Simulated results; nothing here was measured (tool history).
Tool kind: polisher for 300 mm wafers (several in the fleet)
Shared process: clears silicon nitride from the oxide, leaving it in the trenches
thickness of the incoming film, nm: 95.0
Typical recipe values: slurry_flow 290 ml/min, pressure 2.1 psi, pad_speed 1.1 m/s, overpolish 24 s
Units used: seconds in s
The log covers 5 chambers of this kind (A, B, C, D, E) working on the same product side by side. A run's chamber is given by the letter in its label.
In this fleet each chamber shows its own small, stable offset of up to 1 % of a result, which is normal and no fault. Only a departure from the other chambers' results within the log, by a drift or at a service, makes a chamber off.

run   hour  slurry_flow  pressure  pad_speed  overpolish  wafers polished on this pad  hours since the slurry nozzle was cleaned  hours since the head pressure was calibrated  seconds
 1D   10.7          290       2.1        1.1          24                          656                                      348.7                                         181.7   119.77
      12.9  -- chamber A: worn pad replaced by a new one
 2E   17.7          290       2.1        1.1          24                          516                                      136.7                                         393.0   121.56
 3C   24.5          290       2.1        1.1          24                          155                                      345.6                                         315.9   119.28
 4B   36.7          290       2.1        1.1          24                          378                                      531.3                                         427.2   119.15
 5A   48.4          290       2.1        1.1          24                          151                                      180.1                                         485.2   120.98
      53.5  -- chamber E: head pressure recalibrated
      57.3  -- chamber E: worn pad replaced by a new one
 6A   58.8          290       2.1        1.1          24                          195                                      190.5                                         495.6   118.64
      69.7  -- chamber D: worn pad replaced by a new one
 7E   70.3          290       2.1        1.1          24                           55                                      189.3                                          16.9   120.05
      82.1  -- chamber A: slurry nozzle cleaned
 8B   83.6          245       2.1        1.3          24                          578                                      578.2                                         474.1   106.10
 9D   97.1          245       2.1        1.3          24                          116                                      435.1                                         268.1   102.51
10C  107.4          245       2.1        1.3          24                          508                                      428.5                                         398.8   103.64
11E  119.5          245       2.1        1.3          24                          264                                      238.5                                          66.1   103.75
     121.2  -- chamber E: slurry nozzle cleaned
12C  133.6          245       2.1        1.3          24                          620                                      454.7                                         425.0   105.16
13D  148.2          290       2.1        1.1          24                          334                                      486.2                                         319.2   119.81
14B  157.7          290       2.1        1.1          24                          893                                      652.3                                         548.2   121.83
15A  169.9          290       2.1        1.1          24                          668                                       87.9                                         606.7   119.31
16A  184.5          245       2.1        1.1          24                          730                                      102.5                                         621.3   121.90
     191.0  -- chamber E: worn pad replaced by a new one
17C  194.3          245       2.1        1.1          24                          878                                      515.4                                         485.7   126.19
18B  207.2          245       2.1        1.1          24                         1104                                      701.8                                         597.7   123.52
19E  220.0          245       2.1        1.1          24                          123                                       98.9                                         166.6   124.28
20D  228.1          245       2.1        1.1          24                          674                                      566.1                                         399.1   120.97
21A  243.5          290       1.8        1.1          24                          981                                      161.5                                         680.3   139.72
     251.5  -- chamber D: worn pad replaced by a new one
22C  255.3          290       1.8        1.1          24                         1137                                      576.4                                         546.7   148.94
23B  267.7          290       1.8        1.1          24                         1361                                      762.3                                         658.2   138.29
24E  277.0          290       1.8        1.1          24                          365                                      155.9                                         223.6   140.25
25D  285.4          290       1.8        1.1          24                          144                                      623.4                                         456.4   140.80
26B  296.2          290       2.1        1.1          24                         1482                                      790.8                                         686.7   119.46
     303.9  -- chamber A: slurry nozzle cleaned
     307.0  -- chamber C: worn pad replaced by a new one
27A  311.2          290       2.1        1.1          24                         1269                                        7.3                                         748.0   121.47
     314.1  -- chamber C: slurry nozzle cleaned
     318.4  -- chamber B: worn pad replaced by a new one
     324.0  -- chamber E: worn pad replaced by a new one
28D  324.5          290       2.1        1.1          24                          310                                      662.5                                         495.5   122.08
     327.5  -- chamber B: slurry nozzle cleaned
     331.2  -- chamber A: worn pad replaced by a new one
     331.7  -- chamber E: slurry nozzle cleaned
29C  336.6          290       2.1        1.1          24                          126                                       22.6                                         628.0   132.21
30E  348.0          290       2.1        1.1          24                          102                                       16.3                                         294.6   120.31
31E  358.4          290       2.1        1.1          24                          146                                       26.7                                         305.0   118.95
32B  365.6          290       2.1        1.1          24                          201                                       38.2                                         756.1   120.92
33D  375.6          290       2.1        1.1          24                          528                                      713.6                                         546.6   118.85
34A  382.4          290       2.1        1.1          24                          217                                       78.5                                         819.2   120.24

The same settings go to every chamber for the next run, one line per chamber below. Forecast the results for each:
35A  393.6          290       2.1        1.1          24                                                                                                                              ?
35B  393.6          290       2.1        1.1          24                                                                                                                              ?
35C  393.6          290       2.1        1.1          24                                                                                                                              ?
35D  393.6          290       2.1        1.1          24                                                                                                                              ?
35E  393.6          290       2.1        1.1          24                                                                                                                              ?

run  seconds
35A   120.85
35B   118.51
35C   133.90
35D   120.74
35E   120.43

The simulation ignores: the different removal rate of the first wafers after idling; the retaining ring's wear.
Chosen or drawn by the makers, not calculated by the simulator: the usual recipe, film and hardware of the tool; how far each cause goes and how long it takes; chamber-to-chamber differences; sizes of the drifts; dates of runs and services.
